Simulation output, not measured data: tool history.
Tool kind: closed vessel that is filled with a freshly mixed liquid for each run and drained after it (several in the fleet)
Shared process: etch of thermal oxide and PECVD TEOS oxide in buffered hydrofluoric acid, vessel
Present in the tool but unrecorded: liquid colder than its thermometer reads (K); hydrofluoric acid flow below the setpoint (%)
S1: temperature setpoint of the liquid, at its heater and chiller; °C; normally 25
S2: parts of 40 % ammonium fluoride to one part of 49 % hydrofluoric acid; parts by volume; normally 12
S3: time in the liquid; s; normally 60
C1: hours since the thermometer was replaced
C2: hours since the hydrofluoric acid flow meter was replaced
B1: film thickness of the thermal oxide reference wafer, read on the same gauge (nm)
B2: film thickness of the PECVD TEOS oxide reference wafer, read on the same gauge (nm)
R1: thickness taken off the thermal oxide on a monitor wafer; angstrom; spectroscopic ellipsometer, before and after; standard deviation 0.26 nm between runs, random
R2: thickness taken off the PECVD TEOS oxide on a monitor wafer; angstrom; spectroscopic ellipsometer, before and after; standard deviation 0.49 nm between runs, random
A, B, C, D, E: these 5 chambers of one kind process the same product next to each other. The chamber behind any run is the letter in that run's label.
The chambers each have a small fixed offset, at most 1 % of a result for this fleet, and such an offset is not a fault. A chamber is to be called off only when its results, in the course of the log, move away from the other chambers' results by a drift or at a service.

run	hour	S1	S2	S3	C1	C2	B1	B2	R1	R2
1D	7	25	12	60	957.7	663.3	120.01	140.04	604.7	937.86
2C	13	25	12	60	886.1	1180.2	119.99	139.98	603.74	946.54
3B	17.1	25	12	60	379.2	383.9	120.01	140.02	601.68	933.88
4E	24.7	25	12	60	1385.5	128.4	120.01	140.01	602.86	930.24
5A	29	25	15	45	740.2	238.4	120.01	140.02	366	566.07
6C	36.2	25	15	45	909.3	1203.4	119.99	139.98	366	566.68
7B	40.5	25	15	45	402.6	407.3	119.99	140.05	364.32	570.88
8A	45.7	25	15	45	756.9	255.1	120	140.01	369.27	558.66
9E	51.9	25	15	45	1412.7	155.6	119.99	140.01	363.74	553.69
10D	59.5	25	12	60	1010.2	715.8	120.01	140.01	604.11	942
11B	65.2	25	12	60	427.3	432	120	140.06	600.22	926.54
12A	73.1	25	12	60	784.3	282.5	120.02	140	607.77	935.5
13C	81.8	25	12	60	954.9	1249	119.99	139.99	606.9	931.13
14D	90.5	25	12	60	1041.2	746.8	120.02	139.99	598.7	933.23
# hour 91: chamber C: hydrofluoric acid flow meter replaced
15E	96.1	25	12	60	1456.9	199.8	120	139.93	599.95	919.44
16B	102.1	20.5	12	35	464.2	468.9	119.99	140.03	273.42	424.33
17C	106.8	20.5	12	35	979.9	15.8	120.01	140.02	277.33	429.09
18E	114.8	20.5	12	35	1475.6	218.5	119.99	140.03	274.38	423.95
19A	123.5	20.5	12	35	834.7	332.9	119.99	140.02	276.6	424.04
20D	130	20.5	12	35	1080.7	786.3	119.99	139.98	274.19	426.02
21B	136.9	28.5	10.5	60	499	503.7	120	140.04	828.2	1276
22C	144.1	28.5	10.5	60	1017.2	53.1	120	139.98	835.49	1288.7
23A	148.1	28.5	10.5	60	859.3	357.5	120	140.02	843.98	1285.2
24D	153.5	28.5	10.5	60	1104.2	809.8	120	139.98	824.19	1285.3
# hour 154.9: chamber D: hydrofluoric acid flow meter replaced
25E	159.6	28.5	10.5	60	1520.4	263.3	120.02	140	830.27	1274.1
26D	165.8	25	12	60	1116.5	11	120	140.02	604.32	936.93
27B	172.6	25	12	60	534.7	539.4	120	139.98	595.81	933.09
28E	180.7	25	12	60	1541.5	284.4	120	140	602.39	924.36
29C	187.2	23	12	90	1060.3	96.2	120.01	139.98	816.26	1266.9
30A	193.4	23	12	90	904.6	402.8	119.99	139.99	816.1	1249.2
# hour 199.9: chamber A: hydrofluoric acid flow meter replaced
31C	201.2	23	12	90	1074.3	110.2	119.99	140.01	817.74	1269
32D	206.9	23	12	90	1157.6	52.1	119.99	140.02	811.17	1261.1
33A	215.2	23	12	90	926.4	15.4	120	139.97	822.05	1260.9
34B	222.2	25	12	60	584.3	589	119.99	139.98	600.48	929.45
35E	226.3	22.5	12	35	1587.1	330	119.98	139.98	305.92	473.01

Next, every chamber runs the same settings. What will each give?
36A	232.6	25	12	60					?	?
36B	232.6	25	12	60					?	?
36C	232.6	25	12	60					?	?
36D	232.6	25	12	60					?	?
36E	232.6	25	12	60					?	?

run	R1	R2
36A	609.66	931.2
36B	599.19	930.46
36C	606.18	937.56
36D	600.9	927.6
36E	600.61	912.68

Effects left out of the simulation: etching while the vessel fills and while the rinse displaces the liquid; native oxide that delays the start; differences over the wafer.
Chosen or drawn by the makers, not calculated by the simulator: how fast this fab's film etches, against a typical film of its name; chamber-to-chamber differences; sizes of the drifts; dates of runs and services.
